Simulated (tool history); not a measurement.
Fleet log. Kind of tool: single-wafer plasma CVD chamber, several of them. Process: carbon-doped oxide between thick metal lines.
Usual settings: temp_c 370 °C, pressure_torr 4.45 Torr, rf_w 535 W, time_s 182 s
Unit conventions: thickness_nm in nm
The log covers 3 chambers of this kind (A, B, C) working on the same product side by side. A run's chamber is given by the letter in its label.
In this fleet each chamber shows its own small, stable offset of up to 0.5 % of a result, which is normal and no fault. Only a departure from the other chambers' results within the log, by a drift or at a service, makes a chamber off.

| run | hour | temp_c | pressure_torr | rf_w | time_s | read-back reference wafer on the same gauge, thickness_nm | thickness_nm |
|---|---|---|---|---|---|---|---|
| 1B | 6.0 | 370 | 4.45 | 535 | 182 | 929.41 | 883.09 |
| 2C | 10.1 | 370 | 4.45 | 535 | 182 | 928.27 | 900.05 |
| 3A | 16.7 | 370 | 4.45 | 535 | 182 | 930.26 | 886.88 |
| 4C | 21.4 | 370 | 4.45 | 535 | 182 | 928.04 | 904.93 |
| 5B | 26.2 | 370 | 4.45 | 610 | 197 | 929.20 | 1042.70 |
| 6A | 29.9 | 370 | 4.45 | 610 | 197 | 928.63 | 1058.80 |
| 7B | 36.2 | 370 | 4.45 | 610 | 197 | 929.14 | 1044.70 |
| 8C | 42.0 | 370 | 4.45 | 535 | 182 | 928.34 | 885.21 |
| 9A | 46.3 | 370 | 4.45 | 535 | 182 | 928.96 | 896.63 |
| 10C | 52.1 | 370 | 4.45 | 535 | 182 | 928.88 | 896.30 |
| 11B | 58.4 | 370 | 4.45 | 535 | 182 | 928.79 | 891.81 |
| 12A | 63.4 | 370 | 4.45 | 535 | 182 | 928.31 | 899.89 |
| 13A | 67.6 | 370 | 4.45 | 535 | 182 | 929.75 | 895.21 |
| 14B | 73.3 | 370 | 4.45 | 535 | 182 | 927.64 | 890.03 |
| 15C | 79.4 | 370 | 4.45 | 535 | 182 | 929.53 | 886.57 |
| 16C | 84.9 | 370 | 4.45 | 535 | 182 | 929.52 | 886.04 |
| 17B | 88.0 | 370 | 4.45 | 535 | 182 | 928.60 | 891.47 |
| 18A | 92.1 | 380 | 4.80 | 535 | 182 | 928.04 | 886.85 |
| 19A | 97.0 | 380 | 4.80 | 535 | 182 | 929.05 | 882.28 |
| 20B | 101.0 | 380 | 4.80 | 535 | 182 | 929.08 | 885.41 |
| 21C | 105.3 | 370 | 4.45 | 535 | 182 | 928.52 | 880.45 |
| 22B | 111.8 | 370 | 4.45 | 535 | 182 | 930.46 | 890.91 |
| 23C | 116.7 | 370 | 4.45 | 535 | 182 | 928.37 | 878.64 |
| 24A | 121.2 | 382 | 4.45 | 535 | 182 | 928.99 | 878.64 |
| 25C | 125.4 | 382 | 4.45 | 535 | 182 | 928.45 | 846.66 |
| 26A | 131.0 | 382 | 4.45 | 535 | 182 | 929.02 | 873.51 |
| 27B | 133.9 | 384 | 4.45 | 535 | 194 | 928.96 | 928.98 |
| 28A | 138.4 | 384 | 4.45 | 535 | 194 | 930.15 | 926.60 |
| 29C | 145.0 | 384 | 4.45 | 535 | 194 | 927.96 | 905.95 |
| 30B | 148.8 | 370 | 4.45 | 535 | 182 | 928.99 | 895.73 |
| 31C | 152.7 | 370 | 4.45 | 535 | 182 | 929.05 | 862.20 |
| 32B | 156.5 | 370 | 3.63 | 430 | 182 | 928.70 | 750.28 |
| 33A | 162.9 | 370 | 3.63 | 430 | 182 | 928.16 | 757.25 |
| 34C | 166.7 | 370 | 3.63 | 430 | 182 | 929.23 | 724.93 |

Decide between three cases: one chamber stands off from its peers, the gauge reading all wafers drifts, or nothing is wrong past each chamber's small offset. Where a chamber is off, say which and what most likely put it there.

Chamber C drifts away from the others.
What lies behind it: delivered RF power below the setpoint (%) = 5.76.

Below are 4 candidate recipes for chamber C's next run, each the usual settings with a change, their results shown as question marks. Which of them brings C's results back in line with what the other chambers give on the usual settings?
In line means no further than this from the other chambers' mean on the usual settings: thickness_nm 14.00 nm
| 35C-1 | 171.5 | 370 | 3.47 | 535 | 182 |  | ? |
| 35C-2 | 171.5 | 372 | 4.45 | 480 | 182 |  | ? |
| 35C-3 | 171.5 | 370 | 4.48 | 535 | 188 |  | ? |
| 35C-4 | 171.5 | 370 | 4.52 | 535 | 194 |  | ? |

On the usual settings, the other chambers give on average: thickness_nm 893.96 nm
| run | thickness_nm |
|---|---|
| 35C-1 | 835.04 |
| 35C-2 | 803.74 |
| 35C-3 | 894.10 |
| 35C-4 | 923.79 |
Change 35C-3 lands the chamber within the allowed miss of the other chambers.

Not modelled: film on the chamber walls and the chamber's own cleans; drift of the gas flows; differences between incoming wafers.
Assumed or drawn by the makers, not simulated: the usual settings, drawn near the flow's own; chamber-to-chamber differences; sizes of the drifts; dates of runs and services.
